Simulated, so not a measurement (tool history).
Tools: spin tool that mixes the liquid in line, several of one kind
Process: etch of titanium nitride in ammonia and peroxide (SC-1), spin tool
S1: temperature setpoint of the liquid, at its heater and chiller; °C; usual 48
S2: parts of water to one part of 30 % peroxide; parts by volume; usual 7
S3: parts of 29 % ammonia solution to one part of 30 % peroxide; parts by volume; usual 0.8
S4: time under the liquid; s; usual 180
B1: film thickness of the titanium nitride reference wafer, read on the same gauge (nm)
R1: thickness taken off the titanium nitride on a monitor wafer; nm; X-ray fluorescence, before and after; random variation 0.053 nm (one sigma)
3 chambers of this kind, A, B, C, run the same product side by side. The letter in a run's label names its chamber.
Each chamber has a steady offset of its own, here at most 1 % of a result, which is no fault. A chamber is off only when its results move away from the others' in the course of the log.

run,hour,S1,S2,S3,S4,B1,R1
1A,4.6,48,7,0.8,180,120,11.368
2B,8.3,48,7,0.8,180,119.99,11.488
3C,15.5,48,7,0.8,180,120.01,11.457
4C,20.9,48,7,0.8,180,119.98,11.433
5A,28.1,48,7,0.8,180,120.02,11.322
6B,32.3,48,7,0.8,180,120,11.501
7B,35.8,48,7,0.8,180,119.98,11.554
8C,41.8,48,8.5,0.45,180,120.01,9.5133
9A,47.7,48,8.5,0.45,180,119.99,9.3374
10C,54.6,48,8.5,0.45,180,120,9.5246
11B,58.1,48,7,0.8,180,119.98,11.538
12A,63.2,48,7,0.8,180,119.99,11.241
13A,66.5,48,7,0.8,180,120,11.319
14C,71.1,39.5,7,0.8,260,120,9.0688
15B,75.9,39.5,7,0.8,260,120,8.9306
16B,80.3,39.5,7,0.8,260,120.03,8.9438
17A,85,48,7,0.8,180,120,11.203
18C,90.5,48,7,0.8,180,119.98,11.535
19B,97.6,48,7,0.8,180,120.01,11.5
20A,105,48,7,0.8,180,119.98,11.146
21C,111,48,7,1,180,120.04,11.88
22B,117.7,48,7,1,180,120.03,11.858
23C,121.1,48,7,1,180,119.98,11.906
24A,125.1,48,7,0.8,130,120,7.9841
25C,130.9,48,7,0.8,130,119.99,8.3292
26A,135.4,48,7,0.8,130,120.02,7.9776
27B,141.6,48,7,0.8,180,119.98,11.393
28B,148.1,48,7,0.8,180,120,11.498
29A,154.7,48,7,0.8,180,120.03,10.994
30C,160.5,48,7,0.8,180,120.01,11.545
31C,167.5,48,7,0.8,180,120.01,11.555
32A,171.5,48,7,0.8,180,120.03,10.969
33B,177.9,48,5,0.8,180,120,13.391

Next, every chamber runs the same settings. What will each give?
34A,183.4,48,7,0.8,180,,?
34B,183.4,48,7,0.8,180,,?
34C,183.4,48,7,0.8,180,,?

run,R1
34A,10.879
34B,11.617
34C,11.556
